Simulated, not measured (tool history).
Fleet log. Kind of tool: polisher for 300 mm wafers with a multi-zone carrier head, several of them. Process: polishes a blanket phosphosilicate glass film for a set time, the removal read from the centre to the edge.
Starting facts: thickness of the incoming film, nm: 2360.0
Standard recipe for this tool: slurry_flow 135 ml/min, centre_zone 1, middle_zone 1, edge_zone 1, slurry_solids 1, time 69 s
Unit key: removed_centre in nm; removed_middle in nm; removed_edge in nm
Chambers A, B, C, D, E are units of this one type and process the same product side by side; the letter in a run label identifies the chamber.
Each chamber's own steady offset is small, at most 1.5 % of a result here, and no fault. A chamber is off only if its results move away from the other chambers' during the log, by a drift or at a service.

run   hour  slurry_flow  centre_zone  middle_zone  edge_zone  slurry_solids  time  removed_centre  removed_middle  removed_edge
 1B   10.9          135            1            1          1              1    69          385.78          387.07        391.64
 2D   19.5          135            1            1          1              1    69          385.67           383.8        389.43
 3A   32.2          135            1            1          1              1    69          395.85          387.58        387.04
      33.8  -- chamber B: slurry nozzle cleaned
      35.5  -- chamber C: worn pad replaced by a new one
      37.8  -- chamber E: slurry nozzle cleaned
      39.9  -- chamber E: centre zone pressure recalibrated
 4E   43.2          135            1            1          1              1    69          388.48          396.34        388.94
 5C   51.9          135            1            1          1              1    69          389.09          386.61        392.06
 6B     66          135            1            1          1              1    69          386.87          389.27        389.48
      70.5  -- chamber D: centre zone pressure recalibrated
 7E   78.5          135            1            1          1            0.7    50          238.22          231.69        235.34
      79.2  -- chamber E: worn pad replaced by a new one
      82.8  -- chamber C: slurry nozzle cleaned
 8A   92.2          135            1            1          1            0.7    50          239.62          237.52        235.19
        97  -- chamber B: worn pad replaced by a new one
        99  -- chamber A: worn pad replaced by a new one
 9D  102.5          135            1            1          1            0.7    50          240.51          237.08        236.66
10C  113.5          135            1            1          1            0.7    50          236.86          237.81        237.16
11C  127.9          135            1            1          1            0.7    50          233.92          239.22        237.59
     130.3  -- chamber D: worn pad replaced by a new one
12A  134.8          135            1            1          1              1    69          396.85           398.6         387.9
13E  144.2          135            1            1          1              1    69          390.21          395.69        394.88
     148.6  -- chamber C: worn pad replaced by a new one
14B  151.6          120            1            1       0.95              1    69          382.47           383.6        371.66
     160.2  -- chamber E: worn pad replaced by a new one
15D  160.6          120            1            1       0.95              1    69          371.82          378.08        369.65
16B  173.1          120            1            1       0.95              1    69          378.84          380.96         379.3
17E  179.7          120            1            1       0.95              1    69          384.26          383.04        374.35
18C  187.4          120            1            1       0.95              1    69          383.96          383.98        379.95
19A  194.4          135            1            1          1              1    69          393.12          392.64        390.39
20D  202.8          135            1            1          1              1    69          386.13          374.53        383.55
21D    212          135            1            1          1              1    52           287.7          281.93        286.97
     218.1  -- chamber A: worn pad replaced by a new one
22C  220.1          135            1            1          1              1    52           289.5          296.39        302.86
23E  227.4          135            1            1          1              1    52          295.47          295.21        294.43
24B  235.7          135            1            1          1              1    52          295.67          294.06        291.17
     238.4  -- chamber E: slurry nozzle cleaned
     241.6  -- chamber E: worn pad replaced by a new one
25A    250          135            1            1          1              1    52          293.17          299.89        294.18
26B  264.1          135            1            1          1              1    69          387.62          388.81        390.34
     268.1  -- chamber A: slurry nozzle cleaned
     270.7  -- chamber C: worn pad replaced by a new one
27A  271.7          135            1            1          1              1    69          393.29          385.87        392.62
28E  285.1          135            1            1          1              1    69          397.15          401.12        395.15
29D  298.9          135            1            1          1              1    69          372.04          370.83        375.99
30C  306.4          135            1            1          1              1    69          387.64           390.5        396.52
     310.7  -- chamber D: worn pad replaced by a new one
     311.4  -- chamber A: centre zone pressure recalibrated
     315.7  -- chamber C: slurry nozzle cleaned
31C  317.9          135         1.11            1          1           0.85    69          401.65           363.8        366.84
     325.4  -- chamber B: worn pad replaced by a new one
32A  331.2          135         1.11            1          1           0.85    69          410.87          365.57        358.32
33E  340.5          135         1.11            1          1           0.85    69          408.61          366.17        359.76
34B  351.6          135         1.11            1          1           0.85    69          402.12          368.45        373.11
35D  363.6          135         1.11            1          1           0.85    69          372.82          336.46        343.63

All chambers now run identical settings, listed one chamber a line with results as question marks. What results will each chamber show?
36A  374.2          135            1            1       1.08              1    69               ?               ?             ?
36B  374.2          135            1            1       1.08              1    69               ?               ?             ?
36C  374.2          135            1            1       1.08              1    69               ?               ?             ?
36D  374.2          135            1            1       1.08              1    69               ?               ?             ?
36E  374.2          135            1            1       1.08              1    69               ?               ?             ?

run  removed_centre  removed_middle  removed_edge
36A          392.37          391.87        405.49
36B          393.09          402.53        411.73
36C          391.84          394.39         410.1
36D          352.16          358.72        383.15
36E          390.03          401.27        404.94
